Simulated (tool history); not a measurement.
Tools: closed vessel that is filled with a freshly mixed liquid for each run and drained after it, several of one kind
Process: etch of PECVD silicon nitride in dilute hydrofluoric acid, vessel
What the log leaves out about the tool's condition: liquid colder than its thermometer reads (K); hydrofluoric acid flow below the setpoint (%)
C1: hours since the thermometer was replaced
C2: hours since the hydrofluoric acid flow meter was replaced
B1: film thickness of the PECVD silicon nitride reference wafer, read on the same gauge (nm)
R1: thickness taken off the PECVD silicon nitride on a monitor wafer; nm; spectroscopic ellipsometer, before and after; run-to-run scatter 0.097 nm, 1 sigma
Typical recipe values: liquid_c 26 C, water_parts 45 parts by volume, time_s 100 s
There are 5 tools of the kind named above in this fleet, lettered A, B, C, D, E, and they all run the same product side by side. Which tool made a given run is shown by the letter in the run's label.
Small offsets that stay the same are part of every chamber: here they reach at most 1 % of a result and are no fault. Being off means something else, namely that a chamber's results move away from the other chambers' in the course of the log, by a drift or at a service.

{"run": "1B", "hour": 4.9, "liquid_c": 26, "water_parts": 45, "time_s": 100, "C1": 662.2, "C2": 130.1, "B1": 30.009, "R1": 13.45}
{"run": "2E", "hour": 9.7, "liquid_c": 26, "water_parts": 45, "time_s": 100, "C1": 154.6, "C2": 1066, "B1": 30.034, "R1": 13.604}
{"run": "3A", "hour": 14.5, "liquid_c": 26, "water_parts": 45, "time_s": 100, "C1": 483.5, "C2": 762, "B1": 29.972, "R1": 13.488}
{"run": "4C", "hour": 18.6, "liquid_c": 26, "water_parts": 45, "time_s": 100, "C1": 635.5, "C2": 831.3, "B1": 30.001, "R1": 13.487}
{"run": "5D", "hour": 25.3, "liquid_c": 26, "water_parts": 45, "time_s": 100, "C1": 812, "C2": 93.3, "B1": 30.011, "R1": 13.444}
{"run": "6A", "hour": 31.3, "liquid_c": 26, "water_parts": 45, "time_s": 100, "C1": 500.3, "C2": 778.8, "B1": 29.986, "R1": 13.631}
{"run": "7D", "hour": 34.5, "liquid_c": 26, "water_parts": 45, "time_s": 100, "C1": 821.2, "C2": 102.5, "B1": 30.026, "R1": 13.644}
{"run": "8C", "hour": 38.2, "liquid_c": 26, "water_parts": 45, "time_s": 100, "C1": 655.1, "C2": 850.9, "B1": 29.979, "R1": 13.492}
{"run": "9B", "hour": 43.9, "liquid_c": 26, "water_parts": 45, "time_s": 100, "C1": 701.2, "C2": 169.1, "B1": 29.98, "R1": 13.351}
{"run": "10E", "hour": 47.4, "liquid_c": 26, "water_parts": 45, "time_s": 100, "C1": 192.3, "C2": 1103.7, "B1": 29.992, "R1": 13.663}
{"run": "11B", "hour": 52.3, "liquid_c": 26, "water_parts": 45, "time_s": 100, "C1": 709.6, "C2": 177.5, "B1": 29.977, "R1": 13.498}
{"run": "12A", "hour": 57.4, "liquid_c": 24, "water_parts": 45, "time_s": 155, "C1": 526.4, "C2": 804.9, "B1": 29.996, "R1": 17.893}
{"run": "13D", "hour": 63.4, "liquid_c": 24, "water_parts": 45, "time_s": 155, "C1": 850.1, "C2": 131.4, "B1": 29.967, "R1": 18.228}
{"run": "14C", "hour": 68.4, "liquid_c": 24, "water_parts": 45, "time_s": 155, "C1": 685.3, "C2": 881.1, "B1": 30.011, "R1": 17.866}
{"run": "15E", "hour": 73.4, "liquid_c": 24, "water_parts": 45, "time_s": 155, "C1": 218.3, "C2": 1129.7, "B1": 29.967, "R1": 18.353}
{"run": "16E", "hour": 77.4, "liquid_c": 24, "water_parts": 45, "time_s": 155, "C1": 222.3, "C2": 1133.7, "B1": 29.99, "R1": 18.221}
{"run": "17A", "hour": 80.8, "liquid_c": 23.5, "water_parts": 30, "time_s": 100, "C1": 549.8, "C2": 828.3, "B1": 30.037, "R1": 16.817}
{"run": "18C", "hour": 84.9, "liquid_c": 23.5, "water_parts": 30, "time_s": 100, "C1": 701.8, "C2": 897.6, "B1": 30.016, "R1": 16.126}
{"run": "19B", "hour": 89.8, "liquid_c": 23.5, "water_parts": 30, "time_s": 100, "C1": 747.1, "C2": 215, "B1": 29.993, "R1": 16.699}
{"run": "20D", "hour": 96.5, "liquid_c": 23.5, "water_parts": 30, "time_s": 100, "C1": 883.2, "C2": 164.5, "B1": 30.058, "R1": 16.806}
{"run": "21E", "hour": 100.1, "liquid_c": 23.5, "water_parts": 30, "time_s": 100, "C1": 245, "C2": 1156.4, "B1": 30.032, "R1": 17.138}
{"run": "22A", "hour": 107.2, "liquid_c": 26, "water_parts": 45, "time_s": 100, "C1": 576.2, "C2": 854.7, "B1": 30.037, "R1": 13.356}
{"run": "23C", "hour": 113.6, "liquid_c": 26, "water_parts": 45, "time_s": 100, "C1": 730.5, "C2": 926.3, "B1": 30.025, "R1": 13.043}
{"run": "24D", "hour": 120.3, "liquid_c": 26, "water_parts": 45, "time_s": 100, "C1": 907, "C2": 188.3, "B1": 30.009, "R1": 13.466}
{"run": "25B", "hour": 126.9, "liquid_c": 26, "water_parts": 45, "time_s": 100, "C1": 784.2, "C2": 252.1, "B1": 30.011, "R1": 13.416}
{"run": "26B", "hour": 130.0, "liquid_c": 26, "water_parts": 45, "time_s": 100, "C1": 787.3, "C2": 255.2, "B1": 29.989, "R1": 13.472}
{"hour": 133.0, "done": "chamber A: thermometer replaced"}
{"run": "27C", "hour": 134.4, "liquid_c": 26, "water_parts": 45, "time_s": 100, "C1": 751.3, "C2": 947.1, "B1": 30.009, "R1": 12.609}
{"run": "28A", "hour": 139.6, "liquid_c": 26, "water_parts": 45, "time_s": 100, "C1": 6.7, "C2": 887.1, "B1": 29.972, "R1": 13.296}
{"run": "29E", "hour": 142.7, "liquid_c": 26, "water_parts": 45, "time_s": 100, "C1": 287.6, "C2": 1199, "B1": 29.996, "R1": 13.508}
{"run": "30D", "hour": 148.1, "liquid_c": 26, "water_parts": 45, "time_s": 100, "C1": 934.8, "C2": 216.1, "B1": 30.012, "R1": 13.429}
{"run": "31D", "hour": 152.5, "liquid_c": 26, "water_parts": 45, "time_s": 100, "C1": 939.2, "C2": 220.5, "B1": 29.991, "R1": 13.61}
{"run": "32B", "hour": 159.3, "liquid_c": 26, "water_parts": 45, "time_s": 100, "C1": 816.6, "C2": 284.5, "B1": 29.985, "R1": 13.606}
{"run": "33C", "hour": 162.7, "liquid_c": 26, "water_parts": 60, "time_s": 100, "C1": 779.6, "C2": 975.4, "B1": 30.008, "R1": 9.6022}
{"run": "34E", "hour": 169.7, "liquid_c": 26, "water_parts": 60, "time_s": 100, "C1": 314.6, "C2": 1226, "B1": 29.982, "R1": 10.178}
{"run": "35A", "hour": 174.9, "liquid_c": 26, "water_parts": 60, "time_s": 100, "C1": 42, "C2": 922.4, "B1": 30.017, "R1": 10.066}

Is one chamber out of step, is the gauge drifting, or do the chambers differ by no more than their own small offsets? For an off chamber, give its letter and the likeliest cause.

One chamber, C, drifts off from the rest bit by bit.
Likeliest cause: hydrofluoric acid flow below the setpoint (%) = 8.31.
The log may not separate it from: liquid colder than its thermometer reads (K).

Which of the 4 candidates below, each the usual settings with something changed and its results left as question marks, puts chamber C back in line with what the other chambers give on the usual settings?
In line here means within this much of the mean the other chambers give on the usual settings: R1 0.34 nm
{"run": "36C-1", "hour": 180.0, "liquid_c": 26.5, "water_parts": 45, "time_s": 105, "R1": "?"}
{"run": "36C-2", "hour": 180.0, "liquid_c": 25.5, "water_parts": 45, "time_s": 95, "R1": "?"}
{"run": "36C-3", "hour": 180.0, "liquid_c": 26.5, "water_parts": 45, "time_s": 100, "R1": "?"}
{"run": "36C-4", "hour": 180.0, "liquid_c": 25.5, "water_parts": 45, "time_s": 100, "R1": "?"}

Mean of the other chambers on the usual settings: R1 13.466 nm
run=36C-1 R1=13.5
run=36C-2 R1=11.414
run=36C-3 R1=12.858
run=36C-4 R1=12.015
With 36C-1, the chamber falls back in line with the rest.
